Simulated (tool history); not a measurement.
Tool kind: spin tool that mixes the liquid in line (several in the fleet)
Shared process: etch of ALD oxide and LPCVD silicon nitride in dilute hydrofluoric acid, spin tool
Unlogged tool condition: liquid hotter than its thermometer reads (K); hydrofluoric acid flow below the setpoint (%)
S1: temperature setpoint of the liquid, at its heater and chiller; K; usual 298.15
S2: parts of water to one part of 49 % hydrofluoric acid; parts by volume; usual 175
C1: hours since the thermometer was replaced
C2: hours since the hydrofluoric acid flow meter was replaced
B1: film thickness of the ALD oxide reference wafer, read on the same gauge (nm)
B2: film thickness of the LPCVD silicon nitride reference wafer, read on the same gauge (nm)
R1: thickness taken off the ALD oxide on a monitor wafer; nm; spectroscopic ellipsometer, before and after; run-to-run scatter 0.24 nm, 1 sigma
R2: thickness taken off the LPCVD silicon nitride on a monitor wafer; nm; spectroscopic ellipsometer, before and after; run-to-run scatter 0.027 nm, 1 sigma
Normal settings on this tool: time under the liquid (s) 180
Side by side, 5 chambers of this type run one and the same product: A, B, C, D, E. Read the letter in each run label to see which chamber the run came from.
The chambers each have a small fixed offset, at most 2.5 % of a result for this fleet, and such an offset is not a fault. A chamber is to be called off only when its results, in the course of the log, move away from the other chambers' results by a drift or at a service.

run 1D hour=5.7 | S1=298.15 S2=175 time_under_the_liquid_(s)=180 | C1=472.2 C2=930.1 | B1=59.998 B2=30.012 | R1=23.55 R2=0.62238
run 2A hour=11.7 | S1=298.15 S2=175 time_under_the_liquid_(s)=180 | C1=2748.2 C2=398.1 | B1=59.966 B2=29.965 | R1=23.759 R2=0.67987
run 3C hour=16.3 | S1=298.15 S2=175 time_under_the_liquid_(s)=180 | C1=169 C2=553.2 | B1=60.018 B2=30.002 | R1=23.917 R2=0.64775
run 4B hour=20 | S1=298.15 S2=175 time_under_the_liquid_(s)=180 | C1=75 C2=263.4 | B1=60 B2=29.988 | R1=23.641 R2=0.65025
run 5E hour=26 | S1=298.15 S2=175 time_under_the_liquid_(s)=180 | C1=365.6 C2=825.1 | B1=59.996 B2=30.011 | R1=24.111 R2=0.67083
run 6D hour=28.7 | S1=298.15 S2=175 time_under_the_liquid_(s)=180 | C1=495.2 C2=953.1 | B1=60.026 B2=29.992 | R1=23.609 R2=0.66353
-- hour=31 chamber A: thermometer replaced
run 7B hour=31.6 | S1=298.15 S2=175 time_under_the_liquid_(s)=180 | C1=86.6 C2=275 | B1=59.995 B2=29.992 | R1=23.676 R2=0.63945
run 8C hour=36.1 | S1=298.15 S2=175 time_under_the_liquid_(s)=180 | C1=188.8 C2=573 | B1=59.992 B2=29.96 | R1=24.086 R2=0.61565
run 9E hour=40.1 | S1=298.15 S2=175 time_under_the_liquid_(s)=180 | C1=379.7 C2=839.2 | B1=60.009 B2=29.968 | R1=23.798 R2=0.66712
run 10A hour=44.5 | S1=298.15 S2=175 time_under_the_liquid_(s)=180 | C1=13.6 C2=430.9 | B1=59.997 B2=29.983 | R1=23.5 R2=0.65041
run 11A hour=50.4 | S1=298.15 S2=175 time_under_the_liquid_(s)=180 | C1=19.5 C2=436.8 | B1=59.98 B2=29.982 | R1=24.038 R2=0.58684
run 12C hour=54.9 | S1=298.15 S2=245 time_under_the_liquid_(s)=135 | C1=207.6 C2=591.8 | B1=60.013 B2=29.996 | R1=11.765 R2=0.32743
run 13E hour=60.3 | S1=298.15 S2=245 time_under_the_liquid_(s)=135 | C1=399.9 C2=859.4 | B1=59.975 B2=30.016 | R1=11.783 R2=0.32598
run 14B hour=63.4 | S1=298.15 S2=245 time_under_the_liquid_(s)=135 | C1=118.4 C2=306.8 | B1=59.979 B2=30.003 | R1=11.492 R2=0.36542
run 15D hour=66.2 | S1=298.15 S2=245 time_under_the_liquid_(s)=135 | C1=532.7 C2=990.6 | B1=59.995 B2=30.008 | R1=11.824 R2=0.36354
run 16D hour=70.1 | S1=298.15 S2=245 time_under_the_liquid_(s)=135 | C1=536.6 C2=994.5 | B1=59.989 B2=30.019 | R1=11.797 R2=0.35893
run 17B hour=73.9 | S1=298.15 S2=175 time_under_the_liquid_(s)=180 | C1=128.9 C2=317.3 | B1=60.042 B2=29.947 | R1=23.845 R2=0.66836
run 18A hour=79.7 | S1=298.15 S2=175 time_under_the_liquid_(s)=180 | C1=48.8 C2=466.1 | B1=60.016 B2=30.012 | R1=23.805 R2=0.69469
run 19C hour=85.4 | S1=298.15 S2=175 time_under_the_liquid_(s)=180 | C1=238.1 C2=622.3 | B1=60.035 B2=30.006 | R1=24.959 R2=0.67225
run 20E hour=88.9 | S1=298.15 S2=175 time_under_the_liquid_(s)=180 | C1=428.5 C2=888 | B1=60.004 B2=29.985 | R1=23.83 R2=0.66797
run 21A hour=93.1 | S1=298.15 S2=175 time_under_the_liquid_(s)=180 | C1=62.2 C2=479.5 | B1=60.012 B2=29.987 | R1=23.361 R2=0.64662
run 22E hour=97 | S1=298.15 S2=175 time_under_the_liquid_(s)=180 | C1=436.6 C2=896.1 | B1=60.004 B2=30.003 | R1=23.827 R2=0.59529
run 23B hour=102.5 | S1=298.15 S2=175 time_under_the_liquid_(s)=180 | C1=157.5 C2=345.9 | B1=60.023 B2=30.007 | R1=23.128 R2=0.68746
run 24C hour=107.1 | S1=298.15 S2=175 time_under_the_liquid_(s)=180 | C1=259.8 C2=644 | B1=59.995 B2=30.022 | R1=24.791 R2=0.70849
run 25D hour=112 | S1=298.15 S2=175 time_under_the_liquid_(s)=180 | C1=578.5 C2=1036.4 | B1=60.029 B2=29.994 | R1=23.707 R2=0.62004
run 26C hour=117.1 | S1=294.15 S2=175 time_under_the_liquid_(s)=280 | C1=269.8 C2=654 | B1=60.019 B2=30.004 | R1=32.318 R2=0.78406
run 27E hour=120.5 | S1=294.15 S2=175 time_under_the_liquid_(s)=280 | C1=460.1 C2=919.6 | B1=59.999 B2=29.993 | R1=31.564 R2=0.78302
run 28A hour=125 | S1=294.15 S2=175 time_under_the_liquid_(s)=280 | C1=94.1 C2=511.4 | B1=59.968 B2=29.966 | R1=31.436 R2=0.77503
run 29B hour=129.7 | S1=294.15 S2=175 time_under_the_liquid_(s)=280 | C1=184.7 C2=373.1 | B1=60.014 B2=30.022 | R1=31.66 R2=0.72904
run 30D hour=135.2 | S1=294.15 S2=175 time_under_the_liquid_(s)=280 | C1=601.7 C2=1059.6 | B1=60.033 B2=30.009 | R1=31.479 R2=0.77237
run 31D hour=141 | S1=298.15 S2=175 time_under_the_liquid_(s)=225 | C1=607.5 C2=1065.4 | B1=60.008 B2=29.991 | R1=29.644 R2=0.79299
run 32A hour=143.6 | S1=298.15 S2=175 time_under_the_liquid_(s)=225 | C1=112.7 C2=530 | B1=59.967 B2=30.035 | R1=29.636 R2=0.85281
run 33B hour=147.1 | S1=298.15 S2=175 time_under_the_liquid_(s)=225 | C1=202.1 C2=390.5 | B1=60.002 B2=29.945 | R1=29.021 R2=0.8075
run 34C hour=149.9 | S1=298.15 S2=175 time_under_the_liquid_(s)=225 | C1=302.6 C2=686.8 | B1=60.003 B2=30.045 | R1=31.602 R2=0.87106
run 35E hour=154.3 | S1=298.15 S2=175 time_under_the_liquid_(s)=225 | C1=493.9 C2=953.4 | B1=59.981 B2=30.001 | R1=29.562 R2=0.83479
run 36A hour=157.3 | S1=298.15 S2=175 time_under_the_liquid_(s)=180 | C1=126.4 C2=543.7 | B1=60.007 B2=29.996 | R1=23.693 R2=0.64106

One chamber off, gauge drift, or nothing amiss beyond the chambers' own small offsets? If it is a chamber, which one, and what is the likeliest cause?

Little by little, chamber C moves away from the other chambers.
What lies behind it: liquid hotter than its thermometer reads (K) = 1.62.

Chamber C could run next with any of the 4 candidate recipes listed below; each alters the usual settings, and their results appear as question marks. Which one brings its results back in line with what the other chambers deliver on the usual settings?
In line here means within this much of the mean the other chambers give on the usual settings: R1 0.83 nm; R2 0.095 nm
run 37C-1 hour=161.6 | S1=299.15 S2=180 time_under_the_liquid_(s)=190 | R1=? R2=?
run 37C-2 hour=161.6 | S1=296.15 S2=165 time_under_the_liquid_(s)=160 | R1=? R2=?
run 37C-3 hour=161.6 | S1=300.15 S2=185 time_under_the_liquid_(s)=205 | R1=? R2=?
run 37C-4 hour=161.6 | S1=297.15 S2=170 time_under_the_liquid_(s)=170 | R1=? R2=?

On the usual settings, the other chambers give on average: R1 23.729 nm; R2 0.64846 nm
run=37C-1 R1=26.649 R2=0.77143
run=37C-2 R1=22.36 R2=0.5886
run=37C-3 R1=28.795 R2=0.85995
run=37C-4 R1=23.776 R2=0.64611
37C-4 puts the chamber back in line with the other chambers.
